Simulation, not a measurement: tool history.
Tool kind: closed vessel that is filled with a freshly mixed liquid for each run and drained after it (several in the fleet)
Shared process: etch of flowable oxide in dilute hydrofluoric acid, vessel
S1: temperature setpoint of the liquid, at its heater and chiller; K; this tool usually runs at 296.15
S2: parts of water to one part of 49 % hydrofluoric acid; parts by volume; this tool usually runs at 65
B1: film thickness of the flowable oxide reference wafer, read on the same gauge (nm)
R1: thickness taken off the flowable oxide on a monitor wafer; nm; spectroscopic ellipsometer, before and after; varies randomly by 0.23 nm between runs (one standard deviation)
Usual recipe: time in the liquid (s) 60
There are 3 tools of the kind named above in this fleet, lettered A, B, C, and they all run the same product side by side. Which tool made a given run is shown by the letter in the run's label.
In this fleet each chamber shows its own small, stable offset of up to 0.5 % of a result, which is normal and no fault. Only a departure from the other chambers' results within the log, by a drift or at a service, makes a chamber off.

{"run": "1B", "day": 0.417, "S1": 296.15, "S2": 65, "time in the liquid (s)": 60, "B1": 129.97, "R1": 33.232}
{"run": "2C", "day": 0.979, "S1": 296.15, "S2": 65, "time in the liquid (s)": 60, "B1": 130.03, "R1": 33.145}
{"run": "3A", "day": 1.275, "S1": 296.15, "S2": 65, "time in the liquid (s)": 60, "B1": 129.99, "R1": 33.228}
{"run": "4A", "day": 1.904, "S1": 296.15, "S2": 65, "time in the liquid (s)": 60, "B1": 129.99, "R1": 33.117}
{"run": "5B", "day": 2.2, "S1": 301.15, "S2": 65, "time in the liquid (s)": 60, "B1": 130.04, "R1": 40.122}
{"run": "6C", "day": 2.496, "S1": 301.15, "S2": 65, "time in the liquid (s)": 60, "B1": 130.01, "R1": 40.536}
{"run": "7A", "day": 3.046, "S1": 301.15, "S2": 65, "time in the liquid (s)": 60, "B1": 130, "R1": 41.182}
{"run": "8B", "day": 3.425, "S1": 296.15, "S2": 65, "time in the liquid (s)": 60, "B1": 129.99, "R1": 33.762}
{"run": "9C", "day": 3.825, "S1": 294.15, "S2": 80, "time in the liquid (s)": 60, "B1": 130.02, "R1": 24.152}
{"run": "10B", "day": 4.267, "S1": 294.15, "S2": 80, "time in the liquid (s)": 60, "B1": 130, "R1": 24.686}
{"run": "11C", "day": 4.75, "S1": 294.15, "S2": 80, "time in the liquid (s)": 60, "B1": 130.01, "R1": 24.213}
{"run": "12A", "day": 5.312, "S1": 296.15, "S2": 65, "time in the liquid (s)": 60, "B1": 130.05, "R1": 33.704}
{"run": "13C", "day": 5.588, "S1": 296.15, "S2": 65, "time in the liquid (s)": 60, "B1": 130, "R1": 33.165}
{"day": 5.783, "done": "chamber C: hydrofluoric acid flow meter replaced"}
{"run": "14B", "day": 5.988, "S1": 296.15, "S2": 65, "time in the liquid (s)": 60, "B1": 129.98, "R1": 33.172}
{"day": 6.379, "done": "chamber A: hydrofluoric acid flow meter replaced"}
{"run": "15A", "day": 6.579, "S1": 296.15, "S2": 65, "time in the liquid (s)": 60, "B1": 130.01, "R1": 33.176}
{"run": "16A", "day": 6.862, "S1": 296.15, "S2": 65, "time in the liquid (s)": 60, "B1": 130, "R1": 33.483}
{"run": "17C", "day": 7.371, "S1": 296.15, "S2": 65, "time in the liquid (s)": 60, "B1": 129.99, "R1": 33.29}
{"run": "18B", "day": 7.683, "S1": 296.15, "S2": 65, "time in the liquid (s)": 60, "B1": 130.02, "R1": 33.387}
{"run": "19C", "day": 8.167, "S1": 296.15, "S2": 65, "time in the liquid (s)": 60, "B1": 130.02, "R1": 32.785}
{"run": "20A", "day": 8.45, "S1": 296.15, "S2": 65, "time in the liquid (s)": 60, "B1": 129.96, "R1": 33.338}
{"run": "21B", "day": 8.9, "S1": 296.15, "S2": 65, "time in the liquid (s)": 60, "B1": 130.05, "R1": 33.406}
{"run": "22B", "day": 9.45, "S1": 296.15, "S2": 65, "time in the liquid (s)": 60, "B1": 130, "R1": 33.712}
{"run": "23C", "day": 9.825, "S1": 296.15, "S2": 65, "time in the liquid (s)": 60, "B1": 130.01, "R1": 32.617}
{"run": "24A", "day": 10.446, "S1": 296.15, "S2": 65, "time in the liquid (s)": 60, "B1": 130.06, "R1": 33.012}
{"day": 10.871, "done": "chamber B: thermometer replaced"}
{"run": "25C", "day": 10.892, "S1": 296.15, "S2": 65, "time in the liquid (s)": 60, "B1": 130.01, "R1": 31.885}
{"run": "26B", "day": 11.475, "S1": 296.15, "S2": 40, "time in the liquid (s)": 35, "B1": 129.98, "R1": 32.344}
{"run": "27A", "day": 11.971, "S1": 296.15, "S2": 40, "time in the liquid (s)": 35, "B1": 129.97, "R1": 32.421}
{"run": "28B", "day": 12.504, "S1": 296.15, "S2": 40, "time in the liquid (s)": 35, "B1": 130, "R1": 32.379}
{"run": "29A", "day": 12.9, "S1": 294.65, "S2": 65, "time in the liquid (s)": 30, "B1": 129.98, "R1": 15.79}
{"run": "30C", "day": 13.404, "S1": 294.65, "S2": 65, "time in the liquid (s)": 30, "B1": 130.02, "R1": 14.769}
{"run": "31A", "day": 13.762, "S1": 294.65, "S2": 65, "time in the liquid (s)": 30, "B1": 129.99, "R1": 15.728}
{"run": "32C", "day": 14.304, "S1": 296.15, "S2": 65, "time in the liquid (s)": 60, "B1": 129.98, "R1": 31.422}
{"run": "33B", "day": 14.625, "S1": 296.15, "S2": 65, "time in the liquid (s)": 60, "B1": 130, "R1": 33.388}
{"run": "34A", "day": 15.146, "S1": 296.15, "S2": 65, "time in the liquid (s)": 60, "B1": 130.02, "R1": 33.458}
{"run": "35B", "day": 15.679, "S1": 296.15, "S2": 65, "time in the liquid (s)": 40, "B1": 129.99, "R1": 22.069}
{"run": "36C", "day": 16.192, "S1": 296.15, "S2": 65, "time in the liquid (s)": 40, "B1": 130.03, "R1": 20.215}
{"run": "37C", "day": 16.504, "S1": 296.15, "S2": 65, "time in the liquid (s)": 40, "B1": 130.01, "R1": 20.278}
{"run": "38A", "day": 16.862, "S1": 296.15, "S2": 65, "time in the liquid (s)": 60, "B1": 130.02, "R1": 33.484}
{"run": "39B", "day": 17.388, "S1": 296.15, "S2": 65, "time in the liquid (s)": 60, "B1": 130.02, "R1": 33.451}

Each of the 3 chambers runs these same settings next. Fill in every chamber's results:
{"run": "40A", "day": 17.838, "S1": 293.65, "S2": 65, "time in the liquid (s)": 60, "R1": "?"}
{"run": "40B", "day": 17.838, "S1": 293.65, "S2": 65, "time in the liquid (s)": 60, "R1": "?"}
{"run": "40C", "day": 17.838, "S1": 293.65, "S2": 65, "time in the liquid (s)": 60, "R1": "?"}

run=40A R1=30.239
run=40B R1=30.261
run=40C R1=27.216

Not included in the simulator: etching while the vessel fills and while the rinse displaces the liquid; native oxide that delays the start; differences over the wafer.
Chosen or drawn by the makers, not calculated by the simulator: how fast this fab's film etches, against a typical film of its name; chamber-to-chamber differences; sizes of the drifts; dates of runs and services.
